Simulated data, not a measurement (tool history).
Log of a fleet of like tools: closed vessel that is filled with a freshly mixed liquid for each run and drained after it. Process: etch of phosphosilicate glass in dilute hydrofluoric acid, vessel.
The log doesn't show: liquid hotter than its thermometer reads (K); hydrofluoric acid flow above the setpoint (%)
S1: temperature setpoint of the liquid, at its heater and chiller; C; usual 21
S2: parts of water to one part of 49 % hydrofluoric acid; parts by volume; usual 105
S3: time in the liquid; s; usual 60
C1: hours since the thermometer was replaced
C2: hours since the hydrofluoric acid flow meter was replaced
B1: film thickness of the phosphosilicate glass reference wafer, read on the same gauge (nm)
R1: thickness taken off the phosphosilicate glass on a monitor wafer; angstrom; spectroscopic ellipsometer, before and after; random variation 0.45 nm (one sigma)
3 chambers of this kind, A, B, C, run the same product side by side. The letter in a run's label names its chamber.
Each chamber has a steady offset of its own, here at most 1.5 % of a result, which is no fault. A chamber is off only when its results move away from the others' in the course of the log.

run  hour    S1   S2  S3      C1      C2      B1      R1
 1A   2.6    21  105  60   214.1   868.5  39.985  487.73
 2C   4.7    21  105  60   703.5  1533.3  40.002  478.79
 3B   8.2    21  105  60  1856.3   510.4  40.026  491.64
 4B  11.6    21  105  60  1859.7   513.8  39.992  485.71
 5A  14.2    21  105  60   225.7   880.1  39.999  489.79
 6C  17.1    21  105  60   715.9  1545.7  40.009  482.06
 7A  19.7    21  105  60   231.2   885.6   39.98  491.47
 8C  22.3    21  105  60   721.1  1550.9  40.006  480.52
 9B  25.1    17   75  60  1873.2   527.3  40.031  607.93
10A  27.4    17   75  60   238.9   893.3  39.989  602.81
11B  30.2    17   75  60  1878.3   532.4  40.007  606.26
12C  33.7    21  145  60   732.5  1562.3  40.022  330.98
13C  37.7    21  145  60   736.5  1566.3  40.003  329.72
14B  41.1    21  145  60  1889.2   543.3  39.959  340.79
15A  43.6  24.5  105  45   255.1   909.5  40.006  423.71
16C  46.4  24.5  105  45   745.2    1575  40.001  414.92
17B  50.8  24.5  105  45  1898.9     553  39.991  427.83
18A  54.8    21  105  60   266.3   920.7  39.978  490.69
19B  57.6  19.5  105  45  1905.7   559.8  39.965  353.39
20C  62.1  19.5  105  45   760.9  1590.7  39.999  341.58
21A  66.5  19.5  105  45     278   932.4  40.029  341.54
22B  68.7    24   65  60  1916.8   570.9  40.014  982.15
23A  72.1    24   65  60   283.6     938  39.988  950.79
24C  74.4    24   65  60   773.2    1603  40.026  928.47
25C  78.6    21  105  60   777.4  1607.2  40.015  487.18
26A  81.3    21  105  60   292.8   947.2  39.996  493.82
27B    85    21  105  60  1933.1   587.2  39.993  510.34
28A  88.8    21   85  60   300.3   954.7  40.031  621.68

Next, every chamber runs the same settings. What will each give?
29A  92.1  21  105  45               ?
29B  92.1  21  105  45               ?
29C  92.1  21  105  45               ?

run      R1
29A  365.87
29B  387.81
29C   355.1
